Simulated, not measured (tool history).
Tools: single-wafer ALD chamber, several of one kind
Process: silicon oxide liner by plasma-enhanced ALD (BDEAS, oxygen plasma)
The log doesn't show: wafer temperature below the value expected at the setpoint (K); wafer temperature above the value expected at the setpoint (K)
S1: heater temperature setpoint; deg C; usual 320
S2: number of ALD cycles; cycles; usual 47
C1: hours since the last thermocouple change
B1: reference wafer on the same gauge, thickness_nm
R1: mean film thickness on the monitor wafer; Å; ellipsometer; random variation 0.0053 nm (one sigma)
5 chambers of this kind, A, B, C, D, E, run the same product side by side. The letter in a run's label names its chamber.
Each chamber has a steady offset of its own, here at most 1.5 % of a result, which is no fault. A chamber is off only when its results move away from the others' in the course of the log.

run     day   S1  S2      C1      B1      R1
 1D   0.400  320  47   307.8  4.1103  42.342
 2A   0.838  320  47   383.9  4.1124  42.007
 3C   1.229  320  47  2499.3  4.1103  42.376
 4E   1.758  320  47  2289.2  4.1121  42.477
 5B   2.129  320  47   434.5  4.1114  42.834
 6D   2.412  320  47   356.1  4.1139  42.284
 7E   2.771  320  47  2313.5  4.1136  42.452
 8C   3.129  307  39  2544.9  4.1131  35.914
 9A   3.667  307  39   451.8  4.1143  35.527
10B   4.225  307  39   484.8  4.1145  36.128
11E   4.538  307  39  2355.9  4.1144  35.960
12C   4.912  307  39  2587.7  4.1159  35.869
13D   5.471  320  47   429.5  4.1151  42.344
14A   5.788  320  47   502.7  4.1172  42.065
15B   6.296  320  47   534.5  4.1167  42.800
16C   6.771  320  39  2632.3  4.1172  35.267
17A   7.138  320  39   535.1  4.1201  34.808
18B   7.408  320  39   561.2  4.1179  35.511
19D   7.792  320  39   485.2  4.1194  35.225
20E   8.379  320  39  2448.1  4.1188  35.263
      8.429  -- chamber C: thermocouple changed; heater temperature recalibrated
21E   8.721  320  47  2456.3  4.1198  42.473
22A   9.262  320  47   586.1  4.1195  42.091
23B   9.604  320  47   613.9  4.1212  42.965
24C  10.046  320  47    38.8  4.1214  42.363
25D  10.617  335  50   553.0  4.1225  44.205
26A  11.221  335  50   633.1  4.1233  43.717
27B  11.508  335  50   659.6  4.1241  44.613
28E  11.871  335  50  2531.9  4.1236  44.422
29C  12.283  335  50    92.5  4.1233  44.182
30D  12.879  320  47   607.3  4.1246  42.553
     13.058  -- chamber E: thermocouple changed; heater temperature recalibrated
31E  13.458  320  47     9.6  4.1256  42.596
32C  14.046  320  47   134.8  4.1277  42.521
33B  14.550  320  40   732.6  4.1271  36.557
34A  14.850  320  40   720.2  4.1261  35.877
35D  15.417  320  40   668.2  4.1272  36.198
36D  16.017  320  40   682.6  4.1282  36.219
37B  16.392  320  40   776.8  4.1307  36.561
38C  16.946  320  47   204.4  4.1300  42.453
39A  17.433  320  47   782.2  4.1282  42.166
40E  17.988  320  47   118.3  4.1311  42.703

Is one chamber off against the others, does the gauge drift, or is nothing wrong? If a chamber is off, say which, and what the likeliest cause is.

The gauge drifts, so all chambers seem to drift together. No chamber is off.
Cause: gauge reads high (%) = 0.515.

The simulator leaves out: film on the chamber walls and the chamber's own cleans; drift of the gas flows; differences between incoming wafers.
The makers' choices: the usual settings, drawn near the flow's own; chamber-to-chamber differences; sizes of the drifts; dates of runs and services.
